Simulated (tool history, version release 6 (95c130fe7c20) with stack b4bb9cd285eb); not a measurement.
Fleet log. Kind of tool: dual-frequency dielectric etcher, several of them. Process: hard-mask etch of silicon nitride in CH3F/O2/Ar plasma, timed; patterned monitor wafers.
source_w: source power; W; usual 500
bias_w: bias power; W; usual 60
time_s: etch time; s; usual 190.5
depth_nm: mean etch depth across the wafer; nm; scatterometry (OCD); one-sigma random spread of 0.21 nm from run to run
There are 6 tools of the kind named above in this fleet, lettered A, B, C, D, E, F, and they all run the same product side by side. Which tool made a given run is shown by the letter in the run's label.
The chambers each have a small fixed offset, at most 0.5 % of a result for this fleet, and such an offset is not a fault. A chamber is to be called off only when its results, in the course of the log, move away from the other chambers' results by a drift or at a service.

run	hour	source_w	bias_w	time_s	hours since the last wet clean	hours since the last source power generator calibration	hours since the last bias power generator calibration	read-back reference wafer on the same gauge, depth_nm	depth_nm
1E	4.5	500	60	190.5	482.3	2075.4	963	131.99	136.11
2A	8.8	500	60	190.5	460.9	2514.6	1266.3	131.92	135.84
3D	12.3	500	60	190.5	95.9	2156.1	632.6	132	136.72
4F	16.6	500	60	190.5	291.3	1513.6	2394.9	131.92	136.42
5C	20.7	500	60	190.5	467.7	612.9	1080.6	131.9	136.21
6B	24.8	560	60	231	171.4	2307.5	2831.5	131.82	173.51
7C	28.3	560	60	231	475.3	620.5	1088.2	131.82	172.82
8B	31	560	60	231	177.6	2313.7	2837.7	131.81	173.28
# hour 31.7: chamber E: wet clean of the chamber
9D	35.5	560	60	231	119.1	2179.3	655.8	131.76	173.25
10E	37.4	560	60	231	5.7	2108.3	995.9	131.73	172.41
11A	39.9	560	60	231	492	2545.7	1297.4	131.71	171.97
12F	43.7	500	60	190.5	318.4	1540.7	2422	131.66	136.1
13F	46.2	500	60	190.5	320.9	1543.2	2424.5	131.7	136.08
14C	50.2	500	60	190.5	497.2	642.4	1110.1	131.73	136.4
# hour 51.4: chamber A: wet clean of the chamber
15D	52.3	500	60	190.5	135.9	2196.1	672.6	131.65	136.46
16B	54.4	500	60	190.5	201	2337.1	2861.1	131.64	136.52
17A	56.4	500	60	190.5	5.1	2562.2	1313.9	131.6	135.97
18E	59.4	500	60	190.5	27.7	2130.3	1017.9	131.62	135.94
19F	61.5	410	60	190.5	336.2	1558.5	2439.8	131.6	126.22
20E	63.5	410	60	190.5	31.8	2134.4	1022	131.58	125.61
21C	66.4	410	60	190.5	513.4	658.6	1126.3	131.55	125.66
22B	70.5	410	60	190.5	217.1	2353.2	2877.2	131.56	126.36
23A	73.2	410	60	190.5	21.9	2579	1330.7	131.55	125.73
24D	77	410	60	190.5	160.6	2220.8	697.3	131.48	126.25
25D	79.3	500	60	190.5	162.9	2223.1	699.6	131.4	136.07
26E	83.6	500	65	238.5	51.9	2154.5	1042.1	131.39	174.64
27A	86.2	500	65	238.5	34.9	2592	1343.7	131.4	174.19
28F	90.8	500	65	238.5	365.5	1587.8	2469.1	131.37	174.55
29B	94.1	500	65	238.5	240.7	2376.8	2900.8	131.35	175.32
30C	98	500	65	238.5	545	690.2	1157.9	131.36	174.87
31B	101.3	500	65	238.5	247.9	2384	2908	131.35	174.99
32F	104.9	500	60	190.5	379.6	1601.9	2483.2	131.27	135.8
33A	108.7	500	60	190.5	57.4	2614.5	1366.2	131.28	135.25
34C	112.7	500	60	190.5	559.7	704.9	1172.6	131.25	135.56
35E	115.6	500	60	190.5	83.9	2186.5	1074.1	131.15	135.3
36D	118.8	500	60	190.5	202.4	2262.6	739.1	131.2	135.68

Decide between three cases: one chamber stands off from its peers, the gauge reading all wafers drifts, or nothing is wrong past each chamber's small offset. Where a chamber is off, say which and what most likely put it there.

No chamber is off; the gauge reading every chamber's wafers drifts, which makes the whole fleet appear to move together.
Most likely cause: gauge reads low (%) = 0.619.
